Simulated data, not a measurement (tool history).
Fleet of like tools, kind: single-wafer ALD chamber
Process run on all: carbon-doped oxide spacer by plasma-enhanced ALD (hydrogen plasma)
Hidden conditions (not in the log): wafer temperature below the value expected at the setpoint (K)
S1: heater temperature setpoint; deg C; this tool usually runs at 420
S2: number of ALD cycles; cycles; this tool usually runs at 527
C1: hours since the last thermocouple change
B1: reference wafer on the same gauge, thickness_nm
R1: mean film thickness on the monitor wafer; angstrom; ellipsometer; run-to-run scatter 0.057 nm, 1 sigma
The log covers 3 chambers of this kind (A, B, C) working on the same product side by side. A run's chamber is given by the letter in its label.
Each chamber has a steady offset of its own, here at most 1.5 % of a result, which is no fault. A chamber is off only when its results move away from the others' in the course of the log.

Run 1B, hour 1.9: usual settings; C1 427.4; B1 21.599. Result: R1 245.27 angstrom.
Run 2A, hour 5.5: usual settings; C1 999.3; B1 21.589. Result: R1 247.16 angstrom.
Run 3C, hour 7.8: usual settings; C1 1899.5; B1 21.591. Result: R1 247.91 angstrom.
Run 4B, hour 9.7: usual settings; C1 435.2; B1 21.596. Result: R1 245.11 angstrom.
Run 5C, hour 12.8: usual settings; C1 1904.5; B1 21.602. Result: R1 247.06 angstrom.
Run 6A, hour 16.6: usual settings but S1 415 deg C, S2 618 cycles; C1 1010.4; B1 21.605. Result: R1 295.52 angstrom.
Run 7B, hour 18.9: usual settings but S1 415 deg C, S2 618 cycles; C1 444.4; B1 21.609. Result: R1 292.1 angstrom.
Run 8A, hour 21.9: usual settings but S1 415 deg C, S2 618 cycles; C1 1015.7; B1 21.597. Result: R1 294.67 angstrom.
Run 9C, hour 25.8: usual settings; C1 1917.5; B1 21.602. Result: R1 248.67 angstrom.
Run 10A, hour 28.1: usual settings; C1 1021.9; B1 21.604. Result: R1 247.26 angstrom.
Run 11B, hour 31.4: usual settings; C1 456.9; B1 21.596. Result: R1 244.43 angstrom.
Run 12C, hour 34.9: usual settings but S2 596 cycles; C1 1926.6; B1 21.598. Result: R1 281.3 angstrom.
Run 13A, hour 39.1: usual settings but S2 596 cycles; C1 1032.9; B1 21.605. Result: R1 279.71 angstrom.
Run 14B, hour 41.9: usual settings but S2 596 cycles; C1 467.4; B1 21.611. Result: R1 277.75 angstrom.
Run 15C, hour 45.9: usual settings; C1 1937.6; B1 21.609. Result: R1 246.78 angstrom.
Run 16C, hour 49.9: usual settings; C1 1941.6; B1 21.608. Result: R1 247.58 angstrom.
Run 17B, hour 52: usual settings; C1 477.5; B1 21.6. Result: R1 244.85 angstrom.
Run 18A, hour 54.4: usual settings; C1 1048.2; B1 21.6. Result: R1 246.45 angstrom.
Run 19A, hour 58.1: usual settings; C1 1051.9; B1 21.591. Result: R1 246.72 angstrom.
Run 20C, hour 61: usual settings; C1 1952.7; B1 21.595. Result: R1 246.78 angstrom.
Run 21B, hour 65.2: usual settings; C1 490.7; B1 21.604. Result: R1 244.58 angstrom.
Run 22B, hour 68.1: usual settings; C1 493.6; B1 21.603. Result: R1 245.03 angstrom.
Run 23C, hour 70: usual settings but S1 432 deg C, S2 619 cycles; C1 1961.7; B1 21.607. Result: R1 280.04 angstrom.
Run 24A, hour 73.2: usual settings but S1 432 deg C, S2 619 cycles; C1 1067; B1 21.599. Result: R1 278.9 angstrom.
Run 25A, hour 75.4: usual settings but S1 432 deg C, S2 619 cycles; C1 1069.2; B1 21.601. Result: R1 279.63 angstrom.
Run 26C, hour 77.8: usual settings; C1 1969.5; B1 21.592. Result: R1 247.68 angstrom.
Run 27B, hour 81.3: usual settings; C1 506.8; B1 21.587. Result: R1 244.63 angstrom.
Run 28C, hour 84.8: usual settings; C1 1976.5; B1 21.607. Result: R1 248.19 angstrom.
Run 29B, hour 87.9: usual settings; C1 513.4; B1 21.604. Result: R1 245.04 angstrom.
Run 30A, hour 91.3: usual settings; C1 1085.1; B1 21.595. Result: R1 246.38 angstrom.
Run 31A, hour 94.5: usual settings but S2 437 cycles; C1 1088.3; B1 21.608. Result: R1 204.84 angstrom.
Run 32B, hour 98.1: usual settings but S2 437 cycles; C1 523.6; B1 21.603. Result: R1 202.36 angstrom.
Run 33C, hour 100.8: usual settings but S2 437 cycles; C1 1992.5; B1 21.596. Result: R1 204.61 angstrom.
Run 34C, hour 104.9: usual settings; C1 1996.6; B1 21.592. Result: R1 246.69 angstrom.
Run 35B, hour 108.4: usual settings; C1 533.9; B1 21.617. Result: R1 245.44 angstrom.
Run 36A, hour 110.6: usual settings; C1 1104.4; B1 21.607. Result: R1 246.95 angstrom.
Run 37C, hour 114.8: usual settings; C1 2006.5; B1 21.595. Result: R1 247.1 angstrom.
Run 38A, hour 116.9: usual settings but S1 412 deg C, S2 494 cycles; C1 1110.7; B1 21.6. Result: R1 238.05 angstrom.
Run 39B, hour 119: usual settings but S1 412 deg C, S2 494 cycles; C1 544.5; B1 21.605. Result: R1 235.99 angstrom.
Run 40B, hour 122.9: usual settings but S1 412 deg C, S2 494 cycles; C1 548.4; B1 21.59. Result: R1 234.85 angstrom.
Run 41A, hour 124.9: usual settings but S1 431 deg C, S2 613 cycles; C1 1118.7; B1 21.589. Result: R1 276.69 angstrom.
Run 42C, hour 126.9: usual settings but S1 431 deg C, S2 613 cycles; C1 2018.6; B1 21.617. Result: R1 277.71 angstrom.

Next, all 3 chambers run the settings below, one line each with question marks for the results. What does each chamber give?
Run 43A, hour 130: usual settings but S2 445 cycles. Result: R1 ?.
Run 43B, hour 130: usual settings but S2 445 cycles. Result: R1 ?.
Run 43C, hour 130: usual settings but S2 445 cycles. Result: R1 ?.

run      R1
43A  209.39
43B  206.58
43C  208.67

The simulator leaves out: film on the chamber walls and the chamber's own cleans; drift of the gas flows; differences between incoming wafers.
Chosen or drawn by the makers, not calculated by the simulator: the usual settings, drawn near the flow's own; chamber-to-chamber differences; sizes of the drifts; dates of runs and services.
